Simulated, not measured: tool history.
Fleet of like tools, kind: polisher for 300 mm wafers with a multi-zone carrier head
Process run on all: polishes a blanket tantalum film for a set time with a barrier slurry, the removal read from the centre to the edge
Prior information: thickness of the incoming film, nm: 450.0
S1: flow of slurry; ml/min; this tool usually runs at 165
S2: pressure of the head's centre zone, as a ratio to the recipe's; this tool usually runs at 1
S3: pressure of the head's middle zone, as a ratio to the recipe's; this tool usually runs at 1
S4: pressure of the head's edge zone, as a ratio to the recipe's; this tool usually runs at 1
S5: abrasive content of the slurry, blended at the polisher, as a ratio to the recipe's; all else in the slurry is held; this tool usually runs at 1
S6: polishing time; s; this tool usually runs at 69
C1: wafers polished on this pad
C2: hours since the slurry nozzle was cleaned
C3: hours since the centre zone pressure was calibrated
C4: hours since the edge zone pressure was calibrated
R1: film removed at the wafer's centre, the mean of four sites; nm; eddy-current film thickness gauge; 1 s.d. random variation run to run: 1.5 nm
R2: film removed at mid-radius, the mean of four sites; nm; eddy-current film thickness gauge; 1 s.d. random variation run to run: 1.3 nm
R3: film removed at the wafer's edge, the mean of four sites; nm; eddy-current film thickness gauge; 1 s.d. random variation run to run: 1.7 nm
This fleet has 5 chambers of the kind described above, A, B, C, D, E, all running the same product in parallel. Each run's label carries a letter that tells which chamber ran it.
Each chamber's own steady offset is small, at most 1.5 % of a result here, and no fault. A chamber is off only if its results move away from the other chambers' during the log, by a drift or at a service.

| run | day | S1 | S2 | S3 | S4 | S5 | S6 | C1 | C2 | C3 | C4 | R1 | R2 | R3 |
|---|---|---|---|---|---|---|---|---|---|---|---|---|---|---|
| 1C | 0.192 | 165 | 1 | 1 | 1 | 1 | 69 | 656 | 52.8 | 357.7 | 870.9 | 175.73 | 179.17 | 182.52 |
| 2A | 0.346 | 165 | 1 | 1 | 1 | 1 | 69 | 173 | 88.7 | 844.4 | 550.4 | 179.74 | 179.95 | 182.73 |
| 3D | 0.471 | 165 | 1 | 1 | 1 | 1 | 69 | 366 | 441.3 | 307.2 | 887.8 | 175.77 | 181.16 | 181.44 |
|  | 0.629 | chamber C: worn pad replaced by a new one |
| 4E | 0.646 | 165 | 1 | 1 | 1 | 1 | 69 | 232 | 73.6 | 214.4 | 102.8 | 179.66 | 180.33 | 181.46 |
| 5B | 0.779 | 165 | 1 | 1 | 1 | 1 | 69 | 640 | 72.3 | 369.1 | 107.5 | 175.37 | 179.41 | 183.79 |
| 6D | 0.979 | 165 | 1 | 1 | 1 | 1 | 69 | 512 | 453.5 | 319.4 | 900 | 178.7 | 181.69 | 179.52 |
| 7A | 1.112 | 165 | 1 | 1 | 1 | 1 | 69 | 392 | 107.1 | 862.8 | 568.8 | 177.68 | 180.42 | 181.4 |
|  | 1.242 | chamber B: centre zone pressure recalibrated |
| 8C | 1.275 | 110 | 1 | 1 | 0.91 | 1 | 69 | 185 | 78.8 | 383.7 | 896.9 | 162.1 | 163.32 | 160.01 |
| 9B | 1.458 | 110 | 1 | 1 | 0.91 | 1 | 69 | 834 | 88.6 | 5.2 | 123.8 | 158.75 | 164.19 | 160.48 |
|  | 1.496 | chamber B: worn pad replaced by a new one |
| 10E | 1.617 | 110 | 1 | 1 | 0.91 | 1 | 69 | 510 | 96.9 | 237.7 | 126.1 | 161.62 | 167.32 | 160.73 |
| 11D | 1.721 | 110 | 1 | 1 | 0.91 | 1 | 69 | 724 | 471.3 | 337.2 | 917.8 | 159.29 | 163.37 | 162.62 |
| 12A | 1.925 | 110 | 1 | 1 | 0.91 | 1 | 69 | 625 | 126.6 | 882.3 | 588.3 | 163.71 | 168.13 | 161.3 |
|  | 2.008 | chamber D: worn pad replaced by a new one |
| 13C | 2.025 | 165 | 1 | 1 | 1 | 1 | 69 | 400 | 96.8 | 401.7 | 914.9 | 178.19 | 179.14 | 180.55 |
| 14E | 2.204 | 165 | 1 | 1 | 1 | 1 | 69 | 678 | 111 | 251.8 | 140.2 | 179.65 | 179.76 | 179.17 |
| 15B | 2.308 | 165 | 1 | 1 | 1 | 0.9 | 69 | 233 | 109 | 25.6 | 144.2 | 170.76 | 174.2 | 172.95 |
| 16A | 2.412 | 165 | 1 | 1 | 1 | 0.9 | 69 | 764 | 138.3 | 894 | 600 | 175.19 | 173.93 | 177.66 |
| 17B | 2.642 | 165 | 1 | 1 | 1 | 0.9 | 69 | 328 | 117 | 33.6 | 152.2 | 170.62 | 174.19 | 174.47 |
| 18E | 2.842 | 165 | 1 | 1 | 1 | 0.9 | 69 | 860 | 126.3 | 267.1 | 155.5 | 172.82 | 177.81 | 174.22 |
|  | 2.854 | chamber E: worn pad replaced by a new one |
| 19C | 3.021 | 165 | 1 | 1 | 1 | 0.9 | 69 | 685 | 120.7 | 425.6 | 938.8 | 172.97 | 174.7 | 172.22 |
| 20D | 3.133 | 165 | 1 | 1 | 1.05 | 1 | 69 | 323 | 505.2 | 371.1 | 951.7 | 169.76 | 174.92 | 181.43 |
| 21B | 3.262 | 165 | 1 | 1 | 1.05 | 1 | 69 | 506 | 131.9 | 48.5 | 167.1 | 178.99 | 177.58 | 183.02 |
| 22E | 3.404 | 165 | 1 | 1 | 1.05 | 1 | 69 | 157 | 139.8 | 280.6 | 169 | 179.5 | 179.3 | 179.49 |
|  | 3.454 | chamber C: worn pad replaced by a new one |
| 23D | 3.546 | 165 | 1 | 1 | 1.05 | 1 | 69 | 441 | 515.1 | 381 | 961.6 | 169.49 | 177.22 | 180.63 |
| 24C | 3.733 | 165 | 1 | 1 | 1.05 | 1 | 69 | 80 | 137.8 | 442.7 | 955.9 | 177.08 | 175.59 | 184.4 |
| 25A | 3.908 | 165 | 1 | 1 | 1 | 1 | 69 | 1192 | 174.2 | 929.9 | 635.9 | 178.22 | 180.17 | 176.75 |
|  | 4.017 | chamber B: worn pad replaced by a new one |
| 26A | 4.075 | 165 | 1 | 1 | 1 | 1 | 69 | 1240 | 178.2 | 933.9 | 639.9 | 176.56 | 179.92 | 181.16 |
| 27B | 4.258 | 165 | 1 | 1 | 1 | 1 | 69 | 70 | 155.8 | 72.4 | 191 | 179.65 | 178.44 | 179.26 |
| 28E | 4.371 | 165 | 0.95 | 1 | 1 | 1 | 69 | 434 | 163 | 303.8 | 192.2 | 169.94 | 180.38 | 179.24 |
|  | 4.508 | chamber A: worn pad replaced by a new one |
| 29D | 4.554 | 165 | 0.95 | 1 | 1 | 1 | 69 | 729 | 539.3 | 405.2 | 985.8 | 156.69 | 173.22 | 175.42 |
| 30C | 4.779 | 165 | 0.95 | 1 | 1 | 1 | 69 | 379 | 162.9 | 467.8 | 981 | 167.94 | 177.85 | 182.29 |
|  | 4.9 | chamber C: centre zone pressure recalibrated |
|  | 4.912 | chamber D: worn pad replaced by a new one |
| 31D | 4.983 | 165 | 0.95 | 1 | 1 | 1 | 69 | 21 | 549.6 | 415.5 | 996.1 | 154.93 | 172.3 | 173.54 |
| 32E | 5.092 | 165 | 0.95 | 1 | 1 | 1 | 69 | 640 | 180.3 | 321.1 | 209.5 | 171.71 | 180.51 | 178.6 |
| 33A | 5.196 | 165 | 1 | 1 | 1 | 1 | 69 | 196 | 205.1 | 960.8 | 666.8 | 179.14 | 181.84 | 177.23 |
| 34B | 5.404 | 165 | 1 | 1 | 1 | 1 | 54 | 397 | 183.3 | 99.9 | 218.5 | 141.25 | 140.19 | 141.27 |
| 35C | 5.529 | 165 | 1 | 1 | 1 | 1 | 54 | 594 | 180.9 | 15.1 | 999 | 142.24 | 139.03 | 141.67 |

Does one chamber stand apart from the rest, does the shared gauge drift, or is all well apart from small per-chamber offsets? Give the chamber and the most likely cause, where there is one.

Little by little, chamber D moves away from the other chambers.
Most likely cause: slurry flow missing at the pad, % = 31.

Below are 4 candidate recipes for chamber D's next run, each the usual settings with a change, their results shown as question marks. Which of them brings D's results back in line with what the other chambers give on the usual settings?
In-line tolerance around the mean of the other chambers on the usual settings: R1 5.3 nm; R2 4.5 nm; R3 6 nm
| 36D-1 | 5.696 | 170 | 1.01 | 1.01 | 0.99 | 1 | 70 |  |  |  |  | ? | ? | ? |
| 36D-2 | 5.696 | 175 | 1.03 | 1.02 | 0.98 | 1 | 72 |  |  |  |  | ? | ? | ? |
| 36D-3 | 5.696 | 155 | 0.97 | 0.98 | 1.02 | 1 | 66 |  |  |  |  | ? | ? | ? |
| 36D-4 | 5.696 | 160 | 0.99 | 0.99 | 1.01 | 1 | 68 |  |  |  |  | ? | ? | ? |

On the usual settings, the other chambers give on average: R1 178.8 nm; R2 179.81 nm; R3 179.73 nm
| run | R1 | R2 | R3 |
|---|---|---|---|
| 36D-1 | 168.39 | 173.81 | 174.99 |
| 36D-2 | 178.32 | 181.59 | 179.86 |
| 36D-3 | 148 | 155.91 | 165.03 |
| 36D-4 | 157.37 | 163.41 | 170.07 |
36D-2 is the one that brings the chamber's results back in line with the other chambers.

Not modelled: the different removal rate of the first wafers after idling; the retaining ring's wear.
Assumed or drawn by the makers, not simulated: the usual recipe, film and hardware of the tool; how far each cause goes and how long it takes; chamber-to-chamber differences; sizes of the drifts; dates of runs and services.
